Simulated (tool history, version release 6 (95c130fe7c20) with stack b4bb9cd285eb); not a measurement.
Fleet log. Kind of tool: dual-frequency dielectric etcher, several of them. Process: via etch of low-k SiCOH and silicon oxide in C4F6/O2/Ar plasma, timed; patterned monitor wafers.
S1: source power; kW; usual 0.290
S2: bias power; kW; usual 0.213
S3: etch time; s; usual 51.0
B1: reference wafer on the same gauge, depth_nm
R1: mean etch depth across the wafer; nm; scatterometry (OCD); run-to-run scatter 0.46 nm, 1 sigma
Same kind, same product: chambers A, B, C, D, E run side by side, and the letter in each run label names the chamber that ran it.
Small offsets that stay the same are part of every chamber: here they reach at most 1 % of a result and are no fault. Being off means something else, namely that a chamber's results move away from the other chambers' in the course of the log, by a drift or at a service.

run	hour	S1	S2	S3	B1	R1
1C	4.7	0.290	0.213	51.0	139.02	123.90
2D	10.7	0.290	0.213	51.0	139.06	123.07
3E	17.0	0.290	0.213	51.0	139.04	122.29
4B	24.3	0.290	0.213	51.0	138.93	123.50
5A	31.2	0.290	0.257	51.0	139.04	132.02
6E	39.1	0.290	0.257	51.0	138.89	131.36
7C	44.6	0.290	0.257	51.0	138.98	133.61
8D	49.3	0.290	0.257	51.0	138.88	130.30
9B	55.7	0.290	0.257	51.0	139.07	133.72
10A	62.1	0.290	0.213	51.0	138.97	124.82
11B	67.2	0.290	0.213	51.0	138.88	123.93
12C	71.6	0.290	0.197	51.0	138.99	120.86
13A	75.9	0.290	0.197	51.0	138.98	120.71
14D	82.7	0.290	0.197	51.0	139.08	120.33
15E	88.7	0.290	0.197	51.0	139.04	118.97
16D	92.5	0.290	0.197	51.0	138.94	119.55
17A	98.8	0.290	0.213	51.0	139.03	123.79
18E	104.5	0.340	0.213	46.0	138.96	117.71
19C	112.0	0.340	0.213	46.0	138.85	118.86
20B	118.7	0.340	0.213	46.0	139.05	118.01
21E	126.8	0.340	0.213	46.0	139.07	117.14
22C	132.8	0.340	0.213	46.0	138.94	119.10
23D	140.3	0.290	0.213	51.0	138.95	122.72
24B	145.4	0.290	0.213	51.0	138.98	124.49
# hour 146.8: chamber E: wet clean of the chamber
25A	153.4	0.290	0.213	51.0	138.95	123.98
26B	157.4	0.290	0.213	51.0	139.05	124.99
27C	161.2	0.290	0.213	51.0	139.04	124.78
28A	168.7	0.290	0.213	51.0	138.82	124.73
29E	172.5	0.290	0.213	51.0	139.01	122.48
30D	178.4	0.330	0.213	51.0	139.07	129.33
31E	185.0	0.330	0.213	51.0	138.97	129.91
32B	192.1	0.330	0.213	51.0	139.14	130.68
33C	200.0	0.330	0.213	51.0	138.81	130.75

For the next run the whole fleet of 5 chambers uses the same settings. Give each chamber's results:
34A	205.9	0.290	0.213	61.5		?
34B	205.9	0.290	0.213	61.5		?
34C	205.9	0.290	0.213	61.5		?
34D	205.9	0.290	0.213	61.5		?
34E	205.9	0.290	0.213	61.5		?

run	R1
34A	148.63
34B	150.48
34C	151.25
34D	149.10
34E	147.57
